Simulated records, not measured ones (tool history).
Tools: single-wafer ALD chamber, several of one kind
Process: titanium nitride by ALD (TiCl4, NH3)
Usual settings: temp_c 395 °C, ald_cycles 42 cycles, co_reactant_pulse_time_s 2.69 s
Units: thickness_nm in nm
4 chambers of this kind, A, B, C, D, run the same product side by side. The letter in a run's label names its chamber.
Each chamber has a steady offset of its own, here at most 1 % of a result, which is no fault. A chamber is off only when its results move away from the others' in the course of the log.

| run | hour | temp_c | ald_cycles | co_reactant_pulse_time_s | hours since the last thermocouple change | read-back reference wafer on the same gauge, thickness_nm | thickness_nm |
|---|---|---|---|---|---|---|---|
| 1C | 8.0 | 395 | 42 | 2.69 | 269.4 | 1.0643 | 0.93087 |
| 2B | 21.9 | 395 | 42 | 2.69 | 2015.0 | 1.0645 | 0.93898 |
| 3D | 33.5 | 395 | 42 | 2.69 | 661.3 | 1.0641 | 0.93947 |
| 4A | 49.8 | 395 | 42 | 2.69 | 395.5 | 1.0647 | 0.93025 |
| 5D | 62.5 | 404 | 42 | 2.69 | 690.3 | 1.0648 | 0.94363 |
| 6B | 78.1 | 404 | 42 | 2.69 | 2071.2 | 1.0648 | 0.94121 |
| 7C | 91.2 | 404 | 42 | 2.69 | 352.6 | 1.0649 | 0.93692 |
| 8A | 102.8 | 404 | 42 | 2.69 | 448.5 | 1.0648 | 0.93618 |
| 9C | 118.1 | 395 | 42 | 3.46 | 379.5 | 1.0650 | 0.94141 |
| 10B | 130.8 | 395 | 42 | 3.46 | 2123.9 | 1.0654 | 0.94765 |
| 11D | 142.1 | 395 | 42 | 3.46 | 769.9 | 1.0655 | 0.95013 |
| 12A | 155.1 | 395 | 42 | 3.46 | 500.8 | 1.0655 | 0.93862 |
| 13B | 168.5 | 395 | 42 | 2.69 | 2161.6 | 1.0654 | 0.94045 |
|  | 172.8 | chamber B: thermocouple changed; heater temperature recalibrated |
| 14C | 180.1 | 395 | 42 | 2.69 | 441.5 | 1.0656 | 0.93252 |
| 15A | 191.6 | 395 | 42 | 2.69 | 537.3 | 1.0659 | 0.92898 |
| 16D | 207.0 | 395 | 42 | 2.69 | 834.8 | 1.0657 | 0.94255 |
| 17D | 219.2 | 395 | 42 | 2.69 | 847.0 | 1.0661 | 0.94143 |
| 18A | 233.2 | 395 | 42 | 2.69 | 578.9 | 1.0660 | 0.93039 |
| 19C | 241.9 | 395 | 42 | 2.69 | 503.3 | 1.0662 | 0.93224 |
| 20B | 252.3 | 395 | 42 | 2.69 | 79.5 | 1.0664 | 0.93948 |
| 21A | 260.9 | 395 | 42 | 2.69 | 606.6 | 1.0662 | 0.93331 |
| 22D | 273.5 | 390 | 42 | 2.69 | 901.3 | 1.0665 | 0.93953 |
| 23B | 288.8 | 390 | 42 | 2.69 | 116.0 | 1.0666 | 0.93922 |
| 24C | 296.3 | 390 | 42 | 2.69 | 557.7 | 1.0666 | 0.92978 |
| 25C | 307.5 | 390 | 42 | 2.69 | 568.9 | 1.0669 | 0.92941 |
| 26A | 318.0 | 395 | 42 | 2.69 | 663.7 | 1.0668 | 0.93377 |
| 27B | 328.0 | 387 | 42 | 2.69 | 155.2 | 1.0669 | 0.93772 |
| 28D | 340.2 | 387 | 42 | 2.69 | 968.0 | 1.0670 | 0.93662 |
| 29D | 351.2 | 387 | 42 | 2.69 | 979.0 | 1.0675 | 0.93706 |
| 30A | 364.1 | 387 | 42 | 2.69 | 709.8 | 1.0674 | 0.92659 |
| 31C | 374.0 | 395 | 42 | 2.69 | 635.4 | 1.0670 | 0.93569 |
| 32B | 383.8 | 395 | 42 | 2.69 | 211.0 | 1.0674 | 0.94267 |
| 33A | 393.8 | 395 | 42 | 2.69 | 739.5 | 1.0678 | 0.93227 |
| 34C | 404.1 | 404 | 42 | 2.69 | 665.5 | 1.0678 | 0.93867 |
| 35B | 414.3 | 404 | 42 | 2.69 | 241.5 | 1.0680 | 0.94373 |
| 36D | 422.3 | 404 | 42 | 2.69 | 1050.1 | 1.0676 | 0.94701 |
| 37A | 436.5 | 404 | 42 | 2.69 | 782.2 | 1.0677 | 0.93629 |
| 38D | 453.1 | 395 | 42 | 2.69 | 1080.9 | 1.0679 | 0.94564 |
| 39C | 460.8 | 395 | 42 | 2.69 | 722.2 | 1.0683 | 0.93703 |
| 40B | 476.9 | 395 | 42 | 2.69 | 304.1 | 1.0683 | 0.94271 |
| 41D | 487.5 | 395 | 42 | 2.69 | 1115.3 | 1.0683 | 0.94398 |
| 42B | 498.2 | 403 | 42 | 2.69 | 325.4 | 1.0684 | 0.94474 |
| 43C | 509.4 | 403 | 42 | 2.69 | 770.8 | 1.0685 | 0.93698 |
| 44A | 520.0 | 403 | 42 | 2.69 | 865.7 | 1.0688 | 0.93690 |

Next, every chamber runs the same settings. What will each give?
| 45A | 531.9 | 395 | 42 | 3.50 |  |  | ? |
| 45B | 531.9 | 395 | 42 | 3.50 |  |  | ? |
| 45C | 531.9 | 395 | 42 | 3.50 |  |  | ? |
| 45D | 531.9 | 395 | 42 | 3.50 |  |  | ? |

| run | thickness_nm |
|---|---|
| 45A | 0.94309 |
| 45B | 0.95242 |
| 45C | 0.94374 |
| 45D | 0.95354 |
